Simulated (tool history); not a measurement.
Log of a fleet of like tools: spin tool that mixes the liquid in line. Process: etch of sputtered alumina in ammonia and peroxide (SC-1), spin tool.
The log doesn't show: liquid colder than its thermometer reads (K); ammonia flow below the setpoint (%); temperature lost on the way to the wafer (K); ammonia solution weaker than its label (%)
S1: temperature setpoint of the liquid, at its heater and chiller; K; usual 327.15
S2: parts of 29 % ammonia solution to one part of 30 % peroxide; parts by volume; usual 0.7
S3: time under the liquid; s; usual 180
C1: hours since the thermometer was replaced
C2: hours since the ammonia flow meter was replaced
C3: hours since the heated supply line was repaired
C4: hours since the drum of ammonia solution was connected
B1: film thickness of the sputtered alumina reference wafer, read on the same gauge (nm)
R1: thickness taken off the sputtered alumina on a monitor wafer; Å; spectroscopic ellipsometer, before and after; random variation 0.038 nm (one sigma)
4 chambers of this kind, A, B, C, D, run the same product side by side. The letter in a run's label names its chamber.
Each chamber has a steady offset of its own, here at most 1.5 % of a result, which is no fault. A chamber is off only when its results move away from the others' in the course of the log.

run 1A hour=11.1 | S1=327.15 S2=0.7 S3=180 | C1=1629.3 C2=746.3 C3=3209.1 C4=90.2 | B1=40.012 | R1=98.42
run 2D hour=18.1 | S1=327.15 S2=0.7 S3=180 | C1=867.8 C2=1020.3 C3=601.3 C4=66.1 | B1=39.996 | R1=100.3
run 3C hour=29.5 | S1=327.15 S2=0.7 S3=180 | C1=1040.3 C2=644.1 C3=584 C4=222.1 | B1=39.998 | R1=99.56
run 4B hour=40.4 | S1=327.15 S2=0.7 S3=180 | C1=636.3 C2=1743 C3=140.7 C4=106.9 | B1=40.023 | R1=99.095
run 5A hour=50.2 | S1=327.15 S2=0.7 S3=180 | C1=1668.4 C2=785.4 C3=3248.2 C4=129.3 | B1=39.987 | R1=99.456
run 6B hour=57.1 | S1=327.15 S2=0.7 S3=180 | C1=653 C2=1759.7 C3=157.4 C4=123.6 | B1=40.002 | R1=99.172
run 7C hour=67.5 | S1=327.15 S2=0.7 S3=180 | C1=1078.3 C2=682.1 C3=622 C4=260.1 | B1=40.006 | R1=99.794
run 8D hour=77.9 | S1=327.15 S2=0.7 S3=180 | C1=927.6 C2=1080.1 C3=661.1 C4=125.9 | B1=39.992 | R1=99.558
run 9D hour=89.4 | S1=327.15 S2=0.7 S3=180 | C1=939.1 C2=1091.6 C3=672.6 C4=137.4 | B1=40.006 | R1=100.04
-- hour=93.4 chamber C: new drum of ammonia solution connected
-- hour=95.8 chamber C: ammonia flow meter replaced
run 10B hour=100.4 | S1=327.15 S2=0.9 S3=180 | C1=696.3 C2=1803 C3=200.7 C4=166.9 | B1=39.993 | R1=100.59
run 11C hour=109.7 | S1=327.15 S2=0.9 S3=180 | C1=1120.5 C2=14 C3=664.2 C4=16.3 | B1=40.003 | R1=101.03
run 12A hour=121.5 | S1=327.15 S2=0.9 S3=180 | C1=1739.7 C2=856.7 C3=3319.5 C4=200.6 | B1=39.999 | R1=100.7
run 13B hour=131.9 | S1=327.15 S2=0.9 S3=180 | C1=727.8 C2=1834.5 C3=232.2 C4=198.4 | B1=39.982 | R1=100.38
-- hour=133.5 chamber A: heated supply line repaired
run 14A hour=144 | S1=327.15 S2=0.7 S3=180 | C1=1762.2 C2=879.2 C3=10.6 C4=223.1 | B1=39.979 | R1=97.988
run 15C hour=150 | S1=327.15 S2=0.7 S3=180 | C1=1160.8 C2=54.3 C3=704.5 C4=56.6 | B1=40.009 | R1=99.886
run 16D hour=161.7 | S1=327.15 S2=0.7 S3=180 | C1=1011.4 C2=1163.9 C3=744.9 C4=209.7 | B1=39.978 | R1=99.375
run 17D hour=171.3 | S1=327.15 S2=0.7 S3=180 | C1=1021 C2=1173.5 C3=754.5 C4=219.3 | B1=39.991 | R1=99.233
run 18A hour=183.3 | S1=327.15 S2=0.7 S3=180 | C1=1801.5 C2=918.5 C3=49.9 C4=262.4 | B1=39.98 | R1=99.133
run 19C hour=189.1 | S1=327.15 S2=0.7 S3=180 | C1=1199.9 C2=93.4 C3=743.6 C4=95.7 | B1=40.003 | R1=99.295
run 20B hour=197.1 | S1=327.15 S2=0.95 S3=180 | C1=793 C2=1899.7 C3=297.4 C4=263.6 | B1=39.998 | R1=101.41
run 21D hour=207.7 | S1=327.15 S2=0.95 S3=180 | C1=1057.4 C2=1209.9 C3=790.9 C4=255.7 | B1=40.006 | R1=100.76
run 22B hour=215.5 | S1=327.15 S2=0.95 S3=180 | C1=811.4 C2=1918.1 C3=315.8 C4=282 | B1=39.996 | R1=101.94
run 23A hour=222.2 | S1=327.15 S2=0.95 S3=180 | C1=1840.4 C2=957.4 C3=88.8 C4=301.3 | B1=40.008 | R1=102.25
run 24C hour=234.2 | S1=327.15 S2=0.7 S3=180 | C1=1245 C2=138.5 C3=788.7 C4=140.8 | B1=39.998 | R1=99.463
run 25A hour=243 | S1=327.15 S2=0.7 S3=180 | C1=1861.2 C2=978.2 C3=109.6 C4=322.1 | B1=39.994 | R1=99.157
run 26D hour=250.4 | S1=327.15 S2=0.7 S3=180 | C1=1100.1 C2=1252.6 C3=833.6 C4=298.4 | B1=40.001 | R1=97.425
-- hour=256.4 chamber A: thermometer replaced
run 27B hour=256.8 | S1=327.15 S2=0.7 S3=180 | C1=852.7 C2=1959.4 C3=357.1 C4=323.3 | B1=40.013 | R1=98.662
run 28C hour=267.1 | S1=327.15 S2=0.7 S3=180 | C1=1277.9 C2=171.4 C3=821.6 C4=173.7 | B1=39.996 | R1=99.353
-- hour=270.5 chamber B: ammonia flow meter replaced
run 29A hour=275.2 | S1=327.15 S2=0.7 S3=180 | C1=18.8 C2=1010.4 C3=141.8 C4=354.3 | B1=39.992 | R1=99.827
run 30D hour=283.7 | S1=327.15 S2=0.7 S3=180 | C1=1133.4 C2=1285.9 C3=866.9 C4=331.7 | B1=39.999 | R1=97.008
-- hour=292.2 chamber D: ammonia flow meter replaced
run 31C hour=294.3 | S1=327.15 S2=0.7 S3=180 | C1=1305.1 C2=198.6 C3=848.8 C4=200.9 | B1=40.001 | R1=99.833
run 32B hour=301.3 | S1=320.65 S2=0.7 S3=180 | C1=897.2 C2=30.8 C3=401.6 C4=367.8 | B1=40.009 | R1=69.169
run 33D hour=312 | S1=320.65 S2=0.7 S3=180 | C1=1161.7 C2=19.8 C3=895.2 C4=360 | B1=40.004 | R1=67.02
run 34C hour=319.2 | S1=320.65 S2=0.7 S3=180 | C1=1330 C2=223.5 C3=873.7 C4=225.8 | B1=40 | R1=69.357
run 35B hour=330.3 | S1=320.65 S2=0.7 S3=180 | C1=926.2 C2=59.8 C3=430.6 C4=396.8 | B1=39.984 | R1=69.265
run 36A hour=338.2 | S1=327.15 S2=0.7 S3=180 | C1=81.8 C2=1073.4 C3=204.8 C4=417.3 | B1=39.997 | R1=99.269

All 4 chambers run these settings next. Forecast each chamber's results:
run 37A hour=347 | S1=333.15 S2=0.7 S3=180 | R1=?
run 37B hour=347 | S1=333.15 S2=0.7 S3=180 | R1=?
run 37C hour=347 | S1=333.15 S2=0.7 S3=180 | R1=?
run 37D hour=347 | S1=333.15 S2=0.7 S3=180 | R1=?

run=37A R1=136.09
run=37B R1=135.05
run=37C R1=135.62
run=37D R1=132.68

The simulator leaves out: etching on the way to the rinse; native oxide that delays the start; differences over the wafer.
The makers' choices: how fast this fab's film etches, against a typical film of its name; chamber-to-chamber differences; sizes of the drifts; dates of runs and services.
